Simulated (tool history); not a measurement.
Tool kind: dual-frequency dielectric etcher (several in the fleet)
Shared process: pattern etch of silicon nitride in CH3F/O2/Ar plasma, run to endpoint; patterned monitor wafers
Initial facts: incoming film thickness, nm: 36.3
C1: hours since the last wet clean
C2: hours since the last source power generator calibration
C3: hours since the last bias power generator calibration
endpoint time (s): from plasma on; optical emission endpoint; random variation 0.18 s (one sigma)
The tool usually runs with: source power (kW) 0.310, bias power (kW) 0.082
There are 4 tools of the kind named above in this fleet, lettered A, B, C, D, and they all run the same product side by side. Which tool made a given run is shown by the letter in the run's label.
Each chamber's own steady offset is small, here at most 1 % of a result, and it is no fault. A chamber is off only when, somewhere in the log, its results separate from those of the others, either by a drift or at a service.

run 1B hour=11.4 | source_power_(kW)=0.310 bias_power_(kW)=0.082 | C1=445.3 C2=983.2 C3=1529.9 | endpoint_time_(s)=54.861
run 2A hour=20.2 | source_power_(kW)=0.310 bias_power_(kW)=0.082 | C1=36.2 C2=404.2 C3=380.6 | endpoint_time_(s)=55.278
run 3D hour=28.8 | source_power_(kW)=0.310 bias_power_(kW)=0.082 | C1=243.9 C2=564.8 C3=2345.1 | endpoint_time_(s)=55.785
run 4C hour=34.0 | source_power_(kW)=0.310 bias_power_(kW)=0.082 | C1=375.0 C2=2316.3 C3=2569.8 | endpoint_time_(s)=55.273
run 5A hour=45.3 | source_power_(kW)=0.310 bias_power_(kW)=0.082 | C1=61.3 C2=429.3 C3=405.7 | endpoint_time_(s)=55.177
run 6C hour=54.8 | source_power_(kW)=0.310 bias_power_(kW)=0.082 | C1=395.8 C2=2337.1 C3=2590.6 | endpoint_time_(s)=55.316
run 7B hour=60.4 | source_power_(kW)=0.310 bias_power_(kW)=0.082 | C1=494.3 C2=1032.2 C3=1578.9 | endpoint_time_(s)=54.847
run 8D hour=68.0 | source_power_(kW)=0.310 bias_power_(kW)=0.082 | C1=283.1 C2=604.0 C3=2384.3 | endpoint_time_(s)=55.160
run 9C hour=78.1 | source_power_(kW)=0.310 bias_power_(kW)=0.082 | C1=419.1 C2=2360.4 C3=2613.9 | endpoint_time_(s)=55.422
run 10B hour=85.0 | source_power_(kW)=0.310 bias_power_(kW)=0.082 | C1=518.9 C2=1056.8 C3=1603.5 | endpoint_time_(s)=54.949
run 11D hour=90.6 | source_power_(kW)=0.310 bias_power_(kW)=0.082 | C1=305.7 C2=626.6 C3=2406.9 | endpoint_time_(s)=55.545
-- hour=92.9 chamber C: wet clean of the chamber
run 12A hour=100.3 | source_power_(kW)=0.310 bias_power_(kW)=0.082 | C1=116.3 C2=484.3 C3=460.7 | endpoint_time_(s)=54.944
run 13B hour=110.7 | source_power_(kW)=0.310 bias_power_(kW)=0.082 | C1=544.6 C2=1082.5 C3=1629.2 | endpoint_time_(s)=54.838
-- hour=112.7 chamber B: wet clean of the chamber
run 14D hour=121.9 | source_power_(kW)=0.310 bias_power_(kW)=0.082 | C1=337.0 C2=657.9 C3=2438.2 | endpoint_time_(s)=55.895
run 15A hour=131.0 | source_power_(kW)=0.310 bias_power_(kW)=0.082 | C1=147.0 C2=515.0 C3=491.4 | endpoint_time_(s)=55.009
run 16C hour=140.7 | source_power_(kW)=0.310 bias_power_(kW)=0.082 | C1=47.9 C2=2423.0 C3=2676.5 | endpoint_time_(s)=53.505
run 17B hour=147.5 | source_power_(kW)=0.310 bias_power_(kW)=0.082 | C1=34.9 C2=1119.3 C3=1666.0 | endpoint_time_(s)=55.122
run 18D hour=157.7 | source_power_(kW)=0.310 bias_power_(kW)=0.082 | C1=372.8 C2=693.7 C3=2474.0 | endpoint_time_(s)=55.460
run 19A hour=166.0 | source_power_(kW)=0.310 bias_power_(kW)=0.082 | C1=182.0 C2=550.0 C3=526.4 | endpoint_time_(s)=54.995
run 20C hour=175.3 | source_power_(kW)=0.310 bias_power_(kW)=0.082 | C1=82.5 C2=2457.6 C3=2711.1 | endpoint_time_(s)=53.479
run 21C hour=180.4 | source_power_(kW)=0.310 bias_power_(kW)=0.082 | C1=87.6 C2=2462.7 C3=2716.2 | endpoint_time_(s)=53.351
run 22D hour=191.2 | source_power_(kW)=0.310 bias_power_(kW)=0.082 | C1=406.3 C2=727.2 C3=2507.5 | endpoint_time_(s)=55.678
run 23B hour=197.2 | source_power_(kW)=0.310 bias_power_(kW)=0.082 | C1=84.6 C2=1169.0 C3=1715.7 | endpoint_time_(s)=54.920
run 24A hour=202.7 | source_power_(kW)=0.310 bias_power_(kW)=0.082 | C1=218.7 C2=586.7 C3=563.1 | endpoint_time_(s)=54.899
run 25D hour=211.5 | source_power_(kW)=0.310 bias_power_(kW)=0.082 | C1=426.6 C2=747.5 C3=2527.8 | endpoint_time_(s)=55.609

All chambers now run identical settings, listed one chamber a line with results as question marks. What results will each chamber show?
run 26A hour=219.8 | source_power_(kW)=0.310 bias_power_(kW)=0.082 | endpoint_time_(s)=?
run 26B hour=219.8 | source_power_(kW)=0.310 bias_power_(kW)=0.082 | endpoint_time_(s)=?
run 26C hour=219.8 | source_power_(kW)=0.310 bias_power_(kW)=0.082 | endpoint_time_(s)=?
run 26D hour=219.8 | source_power_(kW)=0.310 bias_power_(kW)=0.082 | endpoint_time_(s)=?

run=26A endpoint_time_(s)=55.090
run=26B endpoint_time_(s)=54.748
run=26C endpoint_time_(s)=53.685
run=26D endpoint_time_(s)=55.586
